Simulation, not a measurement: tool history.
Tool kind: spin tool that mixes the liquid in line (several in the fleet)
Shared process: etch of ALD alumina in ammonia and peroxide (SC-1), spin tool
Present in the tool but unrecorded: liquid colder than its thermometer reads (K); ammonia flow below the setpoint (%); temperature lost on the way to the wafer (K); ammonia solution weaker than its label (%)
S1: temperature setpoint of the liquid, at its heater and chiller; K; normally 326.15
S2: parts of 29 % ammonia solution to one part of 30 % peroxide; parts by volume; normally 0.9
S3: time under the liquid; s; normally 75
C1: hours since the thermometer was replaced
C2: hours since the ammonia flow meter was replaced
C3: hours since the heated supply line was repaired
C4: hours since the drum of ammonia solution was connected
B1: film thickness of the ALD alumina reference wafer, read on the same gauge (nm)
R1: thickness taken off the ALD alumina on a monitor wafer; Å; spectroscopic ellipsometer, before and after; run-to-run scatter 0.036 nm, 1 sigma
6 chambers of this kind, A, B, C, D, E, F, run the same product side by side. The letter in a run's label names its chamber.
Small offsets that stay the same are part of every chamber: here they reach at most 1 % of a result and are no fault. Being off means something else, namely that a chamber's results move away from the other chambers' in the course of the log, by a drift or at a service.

{"run": "1B", "day": 0.546, "S1": 326.15, "S2": 0.9, "S3": 75, "C1": 1167.5, "C2": 633.5, "C3": 348.5, "C4": 245.2, "B1": 130, "R1": 60.295}
{"run": "2E", "day": 1.083, "S1": 326.15, "S2": 0.9, "S3": 75, "C1": 416.7, "C2": 730.9, "C3": 543.5, "C4": 440.7, "B1": 130.02, "R1": 59.983}
{"run": "3A", "day": 1.517, "S1": 326.15, "S2": 0.9, "S3": 75, "C1": 734.2, "C2": 327.7, "C3": 764.2, "C4": 83.6, "B1": 129.99, "R1": 60.251}
{"day": 1.529, "done": "chamber B: ammonia flow meter replaced"}
{"run": "4F", "day": 1.888, "S1": 326.15, "S2": 0.9, "S3": 75, "C1": 1209.6, "C2": 292.8, "C3": 107.6, "C4": 297.8, "B1": 130, "R1": 60.13}
{"run": "5C", "day": 2.458, "S1": 326.15, "S2": 0.9, "S3": 75, "C1": 1105.7, "C2": 366.4, "C3": 532.9, "C4": 705.8, "B1": 129.99, "R1": 59.961}
{"run": "6D", "day": 3.104, "S1": 326.15, "S2": 0.9, "S3": 75, "C1": 1146.3, "C2": 625.5, "C3": 610.4, "C4": 545.5, "B1": 129.99, "R1": 59.218}
{"run": "7A", "day": 3.529, "S1": 326.15, "S2": 0.9, "S3": 75, "C1": 782.5, "C2": 376, "C3": 812.5, "C4": 131.9, "B1": 130.01, "R1": 59.957}
{"run": "8E", "day": 3.975, "S1": 326.15, "S2": 0.9, "S3": 75, "C1": 486.1, "C2": 800.3, "C3": 612.9, "C4": 510.1, "B1": 129.98, "R1": 59.69}
{"day": 4.075, "done": "chamber E: new drum of ammonia solution connected"}
{"run": "9C", "day": 4.496, "S1": 326.15, "S2": 0.9, "S3": 75, "C1": 1154.6, "C2": 415.3, "C3": 581.8, "C4": 754.7, "B1": 130.01, "R1": 60.305}
{"day": 4.575, "done": "chamber C: ammonia flow meter replaced"}
{"run": "10B", "day": 5.138, "S1": 326.15, "S2": 0.9, "S3": 75, "C1": 1277.7, "C2": 86.7, "C3": 458.7, "C4": 355.4, "B1": 130, "R1": 59.531}
{"run": "11D", "day": 5.512, "S1": 326.15, "S2": 0.9, "S3": 75, "C1": 1204.1, "C2": 683.3, "C3": 668.2, "C4": 603.3, "B1": 130, "R1": 59.477}
{"run": "12F", "day": 6.125, "S1": 326.15, "S2": 0.9, "S3": 75, "C1": 1311.3, "C2": 394.5, "C3": 209.3, "C4": 399.5, "B1": 129.99, "R1": 59.48}
{"run": "13C", "day": 6.65, "S1": 326.15, "S2": 0.9, "S3": 75, "C1": 1206.3, "C2": 49.8, "C3": 633.5, "C4": 806.4, "B1": 130.02, "R1": 59.846}
{"run": "14A", "day": 7.083, "S1": 326.15, "S2": 0.9, "S3": 75, "C1": 867.8, "C2": 461.3, "C3": 897.8, "C4": 217.2, "B1": 130.01, "R1": 61.036}
{"run": "15E", "day": 7.679, "S1": 326.15, "S2": 0.9, "S3": 75, "C1": 575, "C2": 889.2, "C3": 701.8, "C4": 86.5, "B1": 129.98, "R1": 59.903}
{"run": "16B", "day": 8.092, "S1": 326.15, "S2": 0.9, "S3": 75, "C1": 1348.6, "C2": 157.6, "C3": 529.6, "C4": 426.3, "B1": 129.96, "R1": 58.074}
{"run": "17F", "day": 8.525, "S1": 326.15, "S2": 0.9, "S3": 75, "C1": 1368.9, "C2": 452.1, "C3": 266.9, "C4": 457.1, "B1": 129.98, "R1": 59.51}
{"run": "18D", "day": 9.142, "S1": 329.65, "S2": 0.9, "S3": 100, "C1": 1291.2, "C2": 770.4, "C3": 755.3, "C4": 690.4, "B1": 129.97, "R1": 96.424}
{"day": 9.375, "done": "chamber D: heated supply line repaired"}
{"run": "19D", "day": 9.767, "S1": 329.65, "S2": 0.9, "S3": 100, "C1": 1306.2, "C2": 785.4, "C3": 9.4, "C4": 705.4, "B1": 129.98, "R1": 95.227}
{"run": "20F", "day": 10.212, "S1": 329.65, "S2": 0.9, "S3": 100, "C1": 1409.4, "C2": 492.6, "C3": 307.4, "C4": 497.6, "B1": 130.03, "R1": 95.472}
{"run": "21B", "day": 10.675, "S1": 329.65, "S2": 0.9, "S3": 100, "C1": 1410.6, "C2": 219.6, "C3": 591.6, "C4": 488.3, "B1": 130.01, "R1": 93.648}
{"run": "22E", "day": 10.975, "S1": 329.65, "S2": 0.9, "S3": 100, "C1": 654.1, "C2": 968.3, "C3": 780.9, "C4": 165.6, "B1": 130.01, "R1": 97.41}
{"run": "23A", "day": 11.538, "S1": 329.65, "S2": 0.9, "S3": 100, "C1": 974.7, "C2": 568.2, "C3": 1004.7, "C4": 324.1, "B1": 129.98, "R1": 95.848}
{"day": 11.812, "done": "chamber A: new drum of ammonia solution connected"}
{"run": "24C", "day": 12.05, "S1": 326.15, "S2": 0.9, "S3": 75, "C1": 1335.9, "C2": 179.4, "C3": 763.1, "C4": 936, "B1": 130, "R1": 60.131}
{"day": 12.167, "done": "chamber C: new drum of ammonia solution connected"}
{"run": "25C", "day": 12.579, "S1": 326.15, "S2": 0.9, "S3": 75, "C1": 1348.6, "C2": 192.1, "C3": 775.8, "C4": 10, "B1": 130, "R1": 59.81}
{"run": "26E", "day": 13.058, "S1": 333.15, "S2": 1.2, "S3": 75, "C1": 704.1, "C2": 1018.3, "C3": 830.9, "C4": 215.6, "B1": 129.99, "R1": 90.29}
{"run": "27F", "day": 13.562, "S1": 333.15, "S2": 1.2, "S3": 75, "C1": 1489.8, "C2": 573, "C3": 387.8, "C4": 578, "B1": 130.01, "R1": 89.253}
{"day": 13.604, "done": "chamber C: heated supply line repaired"}
{"run": "28A", "day": 14.058, "S1": 333.15, "S2": 1.2, "S3": 75, "C1": 1035.2, "C2": 628.7, "C3": 1065.2, "C4": 54, "B1": 130, "R1": 89.068}
{"run": "29B", "day": 14.521, "S1": 333.15, "S2": 1.2, "S3": 75, "C1": 1502.9, "C2": 311.9, "C3": 683.9, "C4": 580.6, "B1": 130.01, "R1": 83.964}
{"day": 14.996, "done": "chamber C: thermometer replaced"}
{"run": "30D", "day": 15.042, "S1": 333.15, "S2": 1.2, "S3": 75, "C1": 1432.8, "C2": 912, "C3": 136, "C4": 832, "B1": 130.02, "R1": 88.944}
{"run": "31D", "day": 15.329, "S1": 333.15, "S2": 1.2, "S3": 75, "C1": 1439.7, "C2": 918.9, "C3": 142.9, "C4": 838.9, "B1": 130.03, "R1": 88.747}
{"run": "32E", "day": 15.808, "S1": 326.15, "S2": 0.9, "S3": 75, "C1": 770.1, "C2": 1084.3, "C3": 896.9, "C4": 281.6, "B1": 130.01, "R1": 59.797}
{"run": "33B", "day": 16.129, "S1": 326.15, "S2": 0.9, "S3": 75, "C1": 1541.5, "C2": 350.5, "C3": 722.5, "C4": 619.2, "B1": 130.01, "R1": 56.539}
{"run": "34A", "day": 16.721, "S1": 326.15, "S2": 0.9, "S3": 75, "C1": 1099.1, "C2": 692.6, "C3": 1129.1, "C4": 117.9, "B1": 130.01, "R1": 60.381}
{"run": "35C", "day": 17.075, "S1": 326.15, "S2": 0.9, "S3": 75, "C1": 49.9, "C2": 300, "C3": 83.4, "C4": 117.9, "B1": 130, "R1": 60.291}
{"run": "36F", "day": 17.704, "S1": 326.15, "S2": 0.9, "S3": 75, "C1": 1589.2, "C2": 672.4, "C3": 487.2, "C4": 677.4, "B1": 129.98, "R1": 59.494}
{"run": "37F", "day": 18.0, "S1": 326.15, "S2": 0.9, "S3": 75, "C1": 1596.3, "C2": 679.5, "C3": 494.3, "C4": 684.5, "B1": 130.04, "R1": 59.325}
{"run": "38E", "day": 18.342, "S1": 326.15, "S2": 0.9, "S3": 75, "C1": 830.9, "C2": 1145.1, "C3": 957.7, "C4": 342.4, "B1": 129.99, "R1": 60.426}
{"run": "39C", "day": 18.746, "S1": 326.15, "S2": 0.9, "S3": 75, "C1": 90, "C2": 340.1, "C3": 123.5, "C4": 158, "B1": 129.98, "R1": 59.447}
{"run": "40D", "day": 19.2, "S1": 331.65, "S2": 0.9, "S3": 75, "C1": 1532.6, "C2": 1011.8, "C3": 235.8, "C4": 931.8, "B1": 130.04, "R1": 79.976}
{"run": "41A", "day": 19.638, "S1": 331.65, "S2": 0.9, "S3": 75, "C1": 1169.1, "C2": 762.6, "C3": 1199.1, "C4": 187.9, "B1": 130.02, "R1": 80.874}

Next, all 6 chambers run the settings below, one line each with question marks for the results. What does each chamber give?
{"run": "42A", "day": 20.108, "S1": 326.15, "S2": 0.9, "S3": 75, "R1": "?"}
{"run": "42B", "day": 20.108, "S1": 326.15, "S2": 0.9, "S3": 75, "R1": "?"}
{"run": "42C", "day": 20.108, "S1": 326.15, "S2": 0.9, "S3": 75, "R1": "?"}
{"run": "42D", "day": 20.108, "S1": 326.15, "S2": 0.9, "S3": 75, "R1": "?"}
{"run": "42E", "day": 20.108, "S1": 326.15, "S2": 0.9, "S3": 75, "R1": "?"}
{"run": "42F", "day": 20.108, "S1": 326.15, "S2": 0.9, "S3": 75, "R1": "?"}

run=42A R1=60.025
run=42B R1=55.366
run=42C R1=60.084
run=42D R1=59.245
run=42E R1=59.793
run=42F R1=59.72
